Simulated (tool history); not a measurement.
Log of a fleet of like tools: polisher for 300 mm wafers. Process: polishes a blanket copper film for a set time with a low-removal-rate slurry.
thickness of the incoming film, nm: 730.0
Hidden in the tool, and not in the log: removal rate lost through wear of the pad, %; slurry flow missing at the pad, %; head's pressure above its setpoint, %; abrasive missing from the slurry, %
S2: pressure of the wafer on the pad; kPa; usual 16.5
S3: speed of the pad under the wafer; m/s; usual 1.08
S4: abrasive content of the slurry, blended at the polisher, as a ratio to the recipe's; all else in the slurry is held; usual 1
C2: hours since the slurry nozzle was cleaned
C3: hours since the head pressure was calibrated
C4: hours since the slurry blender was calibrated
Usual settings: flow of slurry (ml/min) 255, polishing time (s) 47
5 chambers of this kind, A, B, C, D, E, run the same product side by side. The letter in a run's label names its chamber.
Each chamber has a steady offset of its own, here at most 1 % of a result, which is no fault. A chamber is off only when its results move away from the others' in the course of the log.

At day 0.112: chamber B: worn pad replaced by a new one.
Run 1C, day 0.346: usual settings; wafers polished on this pad 384; C2 93.4; C3 461.9; C4 43.8. Result: film removed (Å) 1098.4.
Run 2B, day 0.604: usual settings; wafers polished on this pad 186; C2 688.9; C3 585.5; C4 256.3. Result: film removed (Å) 1100.7.
Run 3D, day 0.946: usual settings; wafers polished on this pad 684; C2 525.5; C3 552.2; C4 78.1. Result: film removed (Å) 1089.8.
At day 1.079: chamber E: worn pad replaced by a new one.
Run 4E, day 1.229: usual settings; wafers polished on this pad 57; C2 200.3; C3 228.9; C4 44.4. Result: film removed (Å) 1092.2.
Run 5A, day 1.571: usual settings; wafers polished on this pad 923; C2 163.4; C3 1336.5; C4 78.6. Result: film removed (Å) 1100.9.
At day 1.608: chamber A: worn pad replaced by a new one.
At day 1.75: chamber C: worn pad replaced by a new one.
Run 6B, day 1.908: usual settings but S3 1.2 m/s; wafers polished on this pad 680; C2 720.2; C3 616.8; C4 287.6. Result: film removed (Å) 1233.7.
At day 1.962: chamber B: worn pad replaced by a new one.
Run 7D, day 2.129: usual settings but S3 1.2 m/s; wafers polished on this pad 1132; C2 553.9; C3 580.6; C4 106.5. Result: film removed (Å) 1216.4.
Run 8C, day 2.338: usual settings but S3 1.2 m/s; wafers polished on this pad 222; C2 141.2; C3 509.7; C4 91.6. Result: film removed (Å) 1210.2.
At day 2.475: chamber D: worn pad replaced by a new one.
At day 2.508: chamber B: head pressure recalibrated.
Run 9A, day 2.512: usual settings but S3 1.2 m/s; wafers polished on this pad 343; C2 186; C3 1359.1; C4 101.2. Result: film removed (Å) 1213.5.
At day 2.638: chamber D: slurry blender recalibrated.
Run 10E, day 2.683: usual settings but S3 1.2 m/s; wafers polished on this pad 608; C2 235.2; C3 263.8; C4 79.3. Result: film removed (Å) 1224.1.
Run 11C, day 2.967: usual settings; wafers polished on this pad 460; C2 156.3; C3 524.8; C4 106.7. Result: film removed (Å) 1106.3.
Run 12A, day 3.325: usual settings; wafers polished on this pad 650; C2 205.5; C3 1378.6; C4 120.7. Result: film removed (Å) 1101.
At day 3.596: chamber E: slurry blender recalibrated.
Run 13B, day 3.662: usual settings; wafers polished on this pad 645; C2 762.3; C3 27.8; C4 329.7. Result: film removed (Å) 1104.7.
At day 3.925: chamber B: slurry blender recalibrated.
Run 14D, day 3.925: usual settings but S2 14.5 kPa, S4 1.2; wafers polished on this pad 549; C2 597; C3 623.7; C4 30.9. Result: film removed (Å) 985.43.
At day 3.942: chamber B: worn pad replaced by a new one.
Run 15E, day 4.304: usual settings but S2 14.5 kPa, S4 1.2; wafers polished on this pad 1221; C2 274.1; C3 302.7; C4 17.1. Result: film removed (Å) 997.78.
At day 4.533: chamber A: worn pad replaced by a new one.
At day 4.55: chamber C: worn pad replaced by a new one.
Run 16D, day 4.608: usual settings but S2 14.5 kPa, S4 1.2; wafers polished on this pad 808; C2 613.4; C3 640.1; C4 47.3. Result: film removed (Å) 1004.5.
At day 4.688: chamber E: worn pad replaced by a new one.
Run 17A, day 4.938: usual settings but S2 14.5 kPa, S4 1.2; wafers polished on this pad 153; C2 244.2; C3 1417.3; C4 159.4. Result: film removed (Å) 997.97.
Run 18B, day 5.15: usual settings but S2 14.5 kPa, S4 1.2; wafers polished on this pad 458; C2 798; C3 63.5; C4 29.5. Result: film removed (Å) 1000.2.
Run 19C, day 5.442: usual settings; wafers polished on this pad 338; C2 215.7; C3 584.2; C4 166.1. Result: film removed (Å) 1095.
Run 20E, day 5.708: usual settings; wafers polished on this pad 387; C2 307.8; C3 336.4; C4 50.8. Result: film removed (Å) 1100.5.
At day 5.758: chamber D: worn pad replaced by a new one.
Run 21A, day 6.021: usual settings; wafers polished on this pad 564; C2 270.2; C3 1443.3; C4 185.4. Result: film removed (Å) 1095.4.
At day 6.154: chamber B: worn pad replaced by a new one.
Run 22C, day 6.35: usual settings; wafers polished on this pad 682; C2 237.5; C3 606; C4 187.9. Result: film removed (Å) 1089.1.
Run 23B, day 6.521: usual settings; wafers polished on this pad 139; C2 830.9; C3 96.4; C4 62.4. Result: film removed (Å) 1101.3.
At day 6.675: chamber D: slurry blender recalibrated.
Run 24D, day 6.688: usual settings; wafers polished on this pad 352; C2 663.3; C3 690; C4 0.4. Result: film removed (Å) 1083.4.
At day 6.779: chamber C: worn pad replaced by a new one.
Run 25E, day 6.921: usual settings; wafers polished on this pad 846; C2 336.9; C3 365.5; C4 79.9. Result: film removed (Å) 1095.
At day 7.117: chamber A: worn pad replaced by a new one.
Run 26C, day 7.146: usual settings; wafers polished on this pad 139; C2 256.6; C3 625.1; C4 207. Result: film removed (Å) 1089.
Run 27B, day 7.392: usual settings; wafers polished on this pad 468; C2 851.8; C3 117.3; C4 83.3. Result: film removed (Å) 1107.1.
Run 28A, day 7.6: usual settings but S2 18.6 kPa, S3 1.3 m/s; wafers polished on this pad 184; C2 308.1; C3 1481.2; C4 223.3. Result: film removed (Å) 1468.4.
Run 29D, day 7.9: usual settings but S2 18.6 kPa, S3 1.3 m/s; wafers polished on this pad 811; C2 692.4; C3 719.1; C4 29.5. Result: film removed (Å) 1487.6.
At day 8.129: chamber C: slurry blender recalibrated.
At day 8.246: chamber B: worn pad replaced by a new one.
Run 30E, day 8.271: usual settings but S2 18.6 kPa, S3 1.3 m/s; wafers polished on this pad 1357; C2 369.3; C3 397.9; C4 112.3. Result: film removed (Å) 1467.6.
At day 8.488: chamber B: slurry nozzle cleaned.
At day 8.521: chamber E: worn pad replaced by a new one.
Run 31A, day 8.542: usual settings but S2 18.6 kPa, S3 1.3 m/s; wafers polished on this pad 540; C2 330.7; C3 1503.8; C4 245.9. Result: film removed (Å) 1491.7.
At day 8.679: chamber D: worn pad replaced by a new one.
At day 8.75: chamber E: slurry blender recalibrated.
Run 32C, day 8.842: usual settings but S2 18.6 kPa, S3 1.3 m/s; wafers polished on this pad 781; C2 297.3; C3 665.8; C4 17.1. Result: film removed (Å) 1488.1.
Run 33D, day 9.096: usual settings; wafers polished on this pad 158; C2 721.1; C3 747.8; C4 58.2. Result: film removed (Å) 1096.4.
At day 9.112: chamber C: worn pad replaced by a new one.
Run 34B, day 9.371: usual settings; wafers polished on this pad 427; C2 21.3; C3 164.8; C4 130.8. Result: film removed (Å) 1104.3.
Run 35E, day 9.633: usual settings; wafers polished on this pad 421; C2 402; C3 430.6; C4 21.3. Result: film removed (Å) 1092.6.
Run 36C, day 9.892: usual settings but S3 1.32 m/s; wafers polished on this pad 295; C2 322.5; C3 691; C4 42.3. Result: film removed (Å) 1319.5.

All 5 chambers run these settings next. Forecast each chamber's results:
Run 37A, day 10.167: usual settings but S2 20.7 kPa. Result: film removed (Å) ?.
Run 37B, day 10.167: usual settings but S2 20.7 kPa. Result: film removed (Å) ?.
Run 37C, day 10.167: usual settings but S2 20.7 kPa. Result: film removed (Å) ?.
Run 37D, day 10.167: usual settings but S2 20.7 kPa. Result: film removed (Å) ?.
Run 37E, day 10.167: usual settings but S2 20.7 kPa. Result: film removed (Å) ?.

run  film removed (Å)
37A            1358.7
37B              1384
37C              1368
37D            1367.5
37E            1381.1
